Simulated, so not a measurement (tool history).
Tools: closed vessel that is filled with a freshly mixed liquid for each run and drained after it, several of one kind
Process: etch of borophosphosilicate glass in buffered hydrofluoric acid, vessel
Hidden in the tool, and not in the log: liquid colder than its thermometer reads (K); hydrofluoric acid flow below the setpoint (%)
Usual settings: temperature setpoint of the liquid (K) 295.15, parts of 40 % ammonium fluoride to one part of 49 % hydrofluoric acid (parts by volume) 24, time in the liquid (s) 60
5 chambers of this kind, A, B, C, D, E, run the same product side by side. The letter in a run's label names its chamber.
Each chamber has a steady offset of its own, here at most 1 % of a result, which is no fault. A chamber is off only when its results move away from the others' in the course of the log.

run   hour  temperature setpoint of the liquid (K)  parts of 40 % ammonium fluoride to one part of 49 % hydrofluoric acid (parts by volume)  time in the liquid (s)  hours since the thermometer was replaced  hours since the hydrofluoric acid flow meter was replaced  read-back film thickness of the borophosphosilicate glass reference wafer, read on the same gauge (nm)  thickness taken off the borophosphosilicate glass on a monitor wafer (angstrom)
 1A   12.2                                  295.15                                                                                       24                      60                                    1012.2                                                      104.9                                                                                                  110.01                                                                           424.91
 2B   24.4                                  295.15                                                                                       24                      60                                     594.1                                                      682.2                                                                                                  110.03                                                                           417.79
 3E   34.8                                  295.15                                                                                       24                      60                                     998.5                                                     1960.3                                                                                                     110                                                                           423.76
 4D   43.9                                  295.15                                                                                       24                      60                                     154.2                                                      426.9                                                                                                     110                                                                           424.55
 5C   52.4                                  295.15                                                                                       24                      60                                    1399.1                                                      156.8                                                                                                  109.98                                                                           423.45
      58.6  -- chamber D: hydrofluoric acid flow meter replaced
 6C   65.2                                  295.15                                                                                       24                      60                                    1411.9                                                      169.6                                                                                                  109.95                                                                           430.57
 7B   75.1                                  295.15                                                                                       24                      60                                     644.8                                                      732.9                                                                                                  109.98                                                                            426.6
 8A   85.4                                  295.15                                                                                       24                      60                                    1085.4                                                      178.1                                                                                                     110                                                                            418.6
 9D   91.8                                  295.15                                                                                       24                      60                                     202.1                                                       33.3                                                                                                  110.04                                                                           422.75
      95.1  -- chamber E: hydrofluoric acid flow meter replaced
10E   98.8                                  295.15                                                                                       24                      60                                    1062.5                                                        3.8                                                                                                  109.97                                                                           422.88
11C  110.1                                  295.15                                                                                       24                      60                                    1456.8                                                      214.5                                                                                                  110.02                                                                           427.41
12E  120.9                                  295.15                                                                                       24                      60                                    1084.6                                                       25.9                                                                                                  109.98                                                                           421.49
13D  131.5                                  295.15                                                                                       24                      60                                     241.8                                                         73                                                                                                     110                                                                           423.86
14B  143.2                                  295.15                                                                                       24                      60                                     712.9                                                        801                                                                                                  110.03                                                                           415.18
15A  153.4                                  295.15                                                                                       24                      60                                    1153.4                                                      246.1                                                                                                  110.02                                                                           423.94
16A  159.8                                  295.15                                                                                       24                      60                                    1159.8                                                      252.5                                                                                                     110                                                                           422.41
17B    166                                  298.15                                                                                       18                      60                                     735.7                                                      823.8                                                                                                  109.98                                                                           612.25
18C  172.3                                  298.15                                                                                       18                      60                                      1519                                                      276.7                                                                                                  109.99                                                                           629.87
19D  181.2                                  298.15                                                                                       18                      60                                     291.5                                                      122.7                                                                                                  109.99                                                                           622.95
20E  190.1                                  298.15                                                                                       18                      60                                    1153.8                                                       95.1                                                                                                  110.05                                                                           618.03
21B  202.2                                  298.15                                                                                       18                      60                                     771.9                                                        860                                                                                                  109.99                                                                           618.67
22A  208.4                                  298.15                                                                                       24                      90                                    1208.4                                                      301.1                                                                                                  109.99                                                                           743.31
23C  221.1                                  298.15                                                                                       24                      90                                    1567.8                                                      325.5                                                                                                  109.95                                                                           742.08
24E  226.8                                  298.15                                                                                       24                      90                                    1190.5                                                      131.8                                                                                                  109.99                                                                           756.13
25D  232.7                                  298.15                                                                                       24                      90                                       343                                                      174.2                                                                                                  109.98                                                                            750.4
     233.7  -- chamber B: thermometer replaced
26C  244.7                                  298.15                                                                                       24                      90                                    1591.4                                                      349.1                                                                                                  110.01                                                                           750.09
27E  253.4                                  295.15                                                                                       24                      60                                    1217.1                                                      158.4                                                                                                  110.01                                                                           416.85
28A  265.6                                  293.65                                                                                       24                      60                                    1265.6                                                      358.3                                                                                                     110                                                                           383.22
29D  273.3                                  293.65                                                                                       24                      60                                     383.6                                                      214.8                                                                                                  109.98                                                                            392.2
30B  285.1                                  293.65                                                                                       24                      60                                      51.4                                                      942.9                                                                                                  109.97                                                                            389.3
31D    293                                  293.65                                                                                       24                      60                                     403.3                                                      234.5                                                                                                  110.01                                                                           393.38
32C  303.5                                  293.65                                                                                       24                      60                                    1650.2                                                      407.9                                                                                                  110.01                                                                           395.16
33B  316.3                                  295.15                                                                                       24                      60                                      82.6                                                      974.1                                                                                                  110.02                                                                            419.6
34A  324.2                                  295.15                                                                                       24                      60                                    1324.2                                                      416.9                                                                                                  110.03                                                                           417.93

What goes on in this fleet: one chamber off, a drifting gauge, or nothing beyond the chambers' own small offsets? Name the chamber and the cause, if any.

No chamber stands off beyond its own small offset, and the gauge holds steady.
